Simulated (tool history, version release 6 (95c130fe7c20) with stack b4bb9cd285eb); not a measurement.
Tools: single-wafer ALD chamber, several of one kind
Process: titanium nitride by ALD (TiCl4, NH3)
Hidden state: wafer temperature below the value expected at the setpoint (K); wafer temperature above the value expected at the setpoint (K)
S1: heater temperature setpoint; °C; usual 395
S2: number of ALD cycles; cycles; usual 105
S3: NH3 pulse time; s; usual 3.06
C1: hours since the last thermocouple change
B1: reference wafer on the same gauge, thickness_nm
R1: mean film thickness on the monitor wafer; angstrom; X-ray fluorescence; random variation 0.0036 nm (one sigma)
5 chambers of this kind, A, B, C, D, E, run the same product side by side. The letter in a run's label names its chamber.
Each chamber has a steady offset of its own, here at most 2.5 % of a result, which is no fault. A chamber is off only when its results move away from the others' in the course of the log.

{"run": "1B", "hour": 6.8, "S1": 395, "S2": 105, "S3": 3.06, "C1": 1029.0, "B1": 2.0802, "R1": 23.36}
{"run": "2A", "hour": 14.4, "S1": 395, "S2": 105, "S3": 3.06, "C1": 1915.4, "B1": 2.0796, "R1": 23.627}
{"run": "3D", "hour": 23.8, "S1": 395, "S2": 105, "S3": 3.06, "C1": 1973.0, "B1": 2.0809, "R1": 23.516}
{"hour": 26.3, "done": "chamber D: thermocouple changed; heater temperature recalibrated"}
{"run": "4C", "hour": 31.7, "S1": 395, "S2": 105, "S3": 3.06, "C1": 1228.3, "B1": 2.0826, "R1": 23.578}
{"run": "5E", "hour": 40.2, "S1": 400, "S2": 105, "S3": 3.06, "C1": 412.7, "B1": 2.0814, "R1": 24.031}
{"hour": 42.3, "done": "chamber C: thermocouple changed; heater temperature recalibrated"}
{"run": "6C", "hour": 49.0, "S1": 400, "S2": 105, "S3": 3.06, "C1": 6.8, "B1": 2.0826, "R1": 23.603}
{"hour": 54.7, "done": "chamber B: thermocouple changed; heater temperature recalibrated"}
{"run": "7B", "hour": 58.6, "S1": 400, "S2": 105, "S3": 3.06, "C1": 4.0, "B1": 2.083, "R1": 23.487}
{"run": "8A", "hour": 64.5, "S1": 400, "S2": 105, "S3": 3.06, "C1": 1965.5, "B1": 2.0828, "R1": 23.756}
{"run": "9E", "hour": 72.9, "S1": 400, "S2": 105, "S3": 3.06, "C1": 445.4, "B1": 2.0838, "R1": 24.096}
{"run": "10D", "hour": 79.5, "S1": 395, "S2": 105, "S3": 2.2, "C1": 53.2, "B1": 2.0838, "R1": 23.184}
{"run": "11A", "hour": 87.8, "S1": 395, "S2": 105, "S3": 2.2, "C1": 1988.8, "B1": 2.0841, "R1": 23.369}
{"run": "12C", "hour": 96.0, "S1": 395, "S2": 105, "S3": 2.2, "C1": 53.8, "B1": 2.0849, "R1": 23.262}
{"run": "13D", "hour": 104.9, "S1": 395, "S2": 105, "S3": 2.2, "C1": 78.6, "B1": 2.0852, "R1": 23.232}
{"run": "14B", "hour": 112.5, "S1": 395, "S2": 105, "S3": 2.2, "C1": 57.9, "B1": 2.0858, "R1": 23.055}
{"run": "15E", "hour": 116.9, "S1": 395, "S2": 105, "S3": 3.06, "C1": 489.4, "B1": 2.0859, "R1": 23.942}
{"run": "16E", "hour": 126.7, "S1": 395, "S2": 105, "S3": 3.06, "C1": 499.2, "B1": 2.0857, "R1": 23.986}
{"run": "17D", "hour": 133.0, "S1": 387, "S2": 105, "S3": 3.55, "C1": 106.7, "B1": 2.0866, "R1": 23.627}
{"run": "18A", "hour": 139.7, "S1": 387, "S2": 105, "S3": 3.55, "C1": 2040.7, "B1": 2.0867, "R1": 23.741}
{"run": "19C", "hour": 144.6, "S1": 387, "S2": 105, "S3": 3.55, "C1": 102.4, "B1": 2.0872, "R1": 23.644}
{"run": "20B", "hour": 149.3, "S1": 387, "S2": 105, "S3": 3.55, "C1": 94.7, "B1": 2.0872, "R1": 23.475}
{"run": "21A", "hour": 156.9, "S1": 387, "S2": 105, "S3": 3.55, "C1": 2057.9, "B1": 2.0868, "R1": 23.733}
{"run": "22E", "hour": 166.5, "S1": 395, "S2": 105, "S3": 3.06, "C1": 539.0, "B1": 2.088, "R1": 23.96}
{"run": "23D", "hour": 171.8, "S1": 395, "S2": 105, "S3": 3.06, "C1": 145.5, "B1": 2.0882, "R1": 23.636}
{"run": "24B", "hour": 178.5, "S1": 395, "S2": 105, "S3": 3.06, "C1": 123.9, "B1": 2.0885, "R1": 23.442}
{"run": "25C", "hour": 187.7, "S1": 395, "S2": 105, "S3": 3.06, "C1": 145.5, "B1": 2.0889, "R1": 23.613}
{"run": "26C", "hour": 195.4, "S1": 395, "S2": 105, "S3": 3.06, "C1": 153.2, "B1": 2.0894, "R1": 23.617}
{"run": "27D", "hour": 202.7, "S1": 395, "S2": 105, "S3": 3.06, "C1": 176.4, "B1": 2.0901, "R1": 23.591}
{"run": "28E", "hour": 209.9, "S1": 395, "S2": 105, "S3": 3.06, "C1": 582.4, "B1": 2.0897, "R1": 24.005}
{"run": "29A", "hour": 219.1, "S1": 395, "S2": 105, "S3": 3.06, "C1": 2120.1, "B1": 2.0907, "R1": 23.706}
{"run": "30B", "hour": 224.0, "S1": 395, "S2": 105, "S3": 3.06, "C1": 169.4, "B1": 2.0905, "R1": 23.503}
{"run": "31A", "hour": 230.2, "S1": 395, "S2": 105, "S3": 3.06, "C1": 2131.2, "B1": 2.0906, "R1": 23.755}
{"run": "32E", "hour": 238.4, "S1": 395, "S2": 122, "S3": 3.61, "C1": 610.9, "B1": 2.0911, "R1": 28.079}
{"run": "33B", "hour": 243.6, "S1": 395, "S2": 122, "S3": 3.61, "C1": 189.0, "B1": 2.0926, "R1": 27.49}
{"run": "34C", "hour": 250.3, "S1": 395, "S2": 122, "S3": 3.61, "C1": 208.1, "B1": 2.0918, "R1": 27.664}
{"run": "35D", "hour": 257.5, "S1": 395, "S2": 122, "S3": 3.61, "C1": 231.2, "B1": 2.093, "R1": 27.632}
{"run": "36A", "hour": 263.7, "S1": 395, "S2": 122, "S3": 3.61, "C1": 2164.7, "B1": 2.0924, "R1": 27.696}

What goes on in this fleet: one chamber off, a drifting gauge, or nothing beyond the chambers' own small offsets? Name the chamber and the cause, if any.

The gauge drifts, so all chambers seem to drift together. No chamber is off.
Cause: gauge reads high (%) = 0.635.
